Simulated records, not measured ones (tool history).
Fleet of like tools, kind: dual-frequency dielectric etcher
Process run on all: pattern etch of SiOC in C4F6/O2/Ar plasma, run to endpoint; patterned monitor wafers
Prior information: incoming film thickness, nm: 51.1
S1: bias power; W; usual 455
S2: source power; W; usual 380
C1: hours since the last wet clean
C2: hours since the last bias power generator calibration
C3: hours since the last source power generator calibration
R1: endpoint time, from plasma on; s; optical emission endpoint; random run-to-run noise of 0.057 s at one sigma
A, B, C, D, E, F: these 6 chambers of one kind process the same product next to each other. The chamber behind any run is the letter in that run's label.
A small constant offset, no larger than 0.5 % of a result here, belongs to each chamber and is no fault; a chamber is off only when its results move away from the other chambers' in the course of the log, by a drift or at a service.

run 1C hour=3.8 | S1=455 S2=380 | C1=252.7 C2=58.2 C3=203 | R1=18.094
run 2A hour=7.1 | S1=455 S2=380 | C1=266.3 C2=1228.9 C3=3223 | R1=18.103
run 3D hour=12.3 | S1=455 S2=380 | C1=43.3 C2=830.5 C3=1417.1 | R1=18.102
run 4E hour=16.2 | S1=455 S2=380 | C1=99.3 C2=3362.4 C3=3447.9 | R1=18.142
run 5F hour=20.2 | S1=455 S2=380 | C1=175.6 C2=176.9 C3=1489.5 | R1=18.118
run 6B hour=26.5 | S1=455 S2=380 | C1=387.4 C2=1786.8 C3=3604.8 | R1=18.286
run 7E hour=31.9 | S1=455 S2=380 | C1=115 C2=3378.1 C3=3463.6 | R1=18.075
run 8C hour=37.4 | S1=455 S2=380 | C1=286.3 C2=91.8 C3=236.6 | R1=18.079
run 9A hour=42.2 | S1=363 S2=300 | C1=301.4 C2=1264 C3=3258.1 | R1=21.496
run 10D hour=47.6 | S1=363 S2=300 | C1=78.6 C2=865.8 C3=1452.4 | R1=21.435
run 11B hour=52 | S1=363 S2=300 | C1=412.9 C2=1812.3 C3=3630.3 | R1=21.67
run 12F hour=56.6 | S1=363 S2=300 | C1=212 C2=213.3 C3=1525.9 | R1=21.378
run 13A hour=60.6 | S1=363 S2=300 | C1=319.8 C2=1282.4 C3=3276.5 | R1=21.51
run 14B hour=65.8 | S1=363 S2=300 | C1=426.7 C2=1826.1 C3=3644.1 | R1=21.728
run 15E hour=69.8 | S1=455 S2=380 | C1=152.9 C2=3416 C3=3501.5 | R1=18.26
run 16F hour=75.8 | S1=455 S2=380 | C1=231.2 C2=232.5 C3=1545.1 | R1=18.09
run 17D hour=81.6 | S1=455 S2=380 | C1=112.6 C2=899.8 C3=1486.4 | R1=18.226
run 18C hour=84.9 | S1=455 S2=380 | C1=333.8 C2=139.3 C3=284.1 | R1=18.178
run 19F hour=88.6 | S1=455 S2=460 | C1=244 C2=245.3 C3=1557.9 | R1=16.773
run 20D hour=94.8 | S1=455 S2=460 | C1=125.8 C2=913 C3=1499.6 | R1=16.988
run 21C hour=99.1 | S1=455 S2=460 | C1=348 C2=153.5 C3=298.3 | R1=16.931
run 22B hour=105.8 | S1=455 S2=460 | C1=466.7 C2=1866.1 C3=3684.1 | R1=16.999
run 23E hour=111.2 | S1=455 S2=460 | C1=194.3 C2=3457.4 C3=3542.9 | R1=17.17
run 24A hour=115.8 | S1=455 S2=460 | C1=375 C2=1337.6 C3=3331.7 | R1=16.811
run 25F hour=120.9 | S1=455 S2=380 | C1=276.3 C2=277.6 C3=1590.2 | R1=18.108
run 26E hour=127.1 | S1=455 S2=380 | C1=210.2 C2=3473.3 C3=3558.8 | R1=18.565
run 27C hour=131 | S1=455 S2=460 | C1=379.9 C2=185.4 C3=330.2 | R1=16.967
run 28D hour=136.2 | S1=455 S2=460 | C1=167.2 C2=954.4 C3=1541 | R1=16.944
run 29A hour=142.6 | S1=455 S2=460 | C1=401.8 C2=1364.4 C3=3358.5 | R1=16.852
run 30B hour=146.9 | S1=455 S2=460 | C1=507.8 C2=1907.2 C3=3725.2 | R1=16.97
run 31E hour=150.5 | S1=455 S2=460 | C1=233.6 C2=3496.7 C3=3582.2 | R1=17.352
run 32C hour=156.1 | S1=455 S2=460 | C1=405 C2=210.5 C3=355.3 | R1=16.897
run 33B hour=159.4 | S1=455 S2=380 | C1=520.3 C2=1919.7 C3=3737.7 | R1=18.192
run 34D hour=164.2 | S1=455 S2=380 | C1=195.2 C2=982.4 C3=1569 | R1=18.17
run 35A hour=167.9 | S1=455 S2=380 | C1=427.1 C2=1389.7 C3=3383.8 | R1=18.072
run 36F hour=172.8 | S1=524 S2=420 | C1=328.2 C2=329.5 C3=1642.1 | R1=16.605

Next, all 6 chambers run the settings below, one line each with question marks for the results. What does each chamber give?
run 37A hour=177.6 | S1=377 S2=380 | R1=?
run 37B hour=177.6 | S1=377 S2=380 | R1=?
run 37C hour=177.6 | S1=377 S2=380 | R1=?
run 37D hour=177.6 | S1=377 S2=380 | R1=?
run 37E hour=177.6 | S1=377 S2=380 | R1=?
run 37F hour=177.6 | S1=377 S2=380 | R1=?

run=37A R1=19.277
run=37B R1=19.561
run=37C R1=19.406
run=37D R1=19.537
run=37E R1=20.228
run=37F R1=19.409
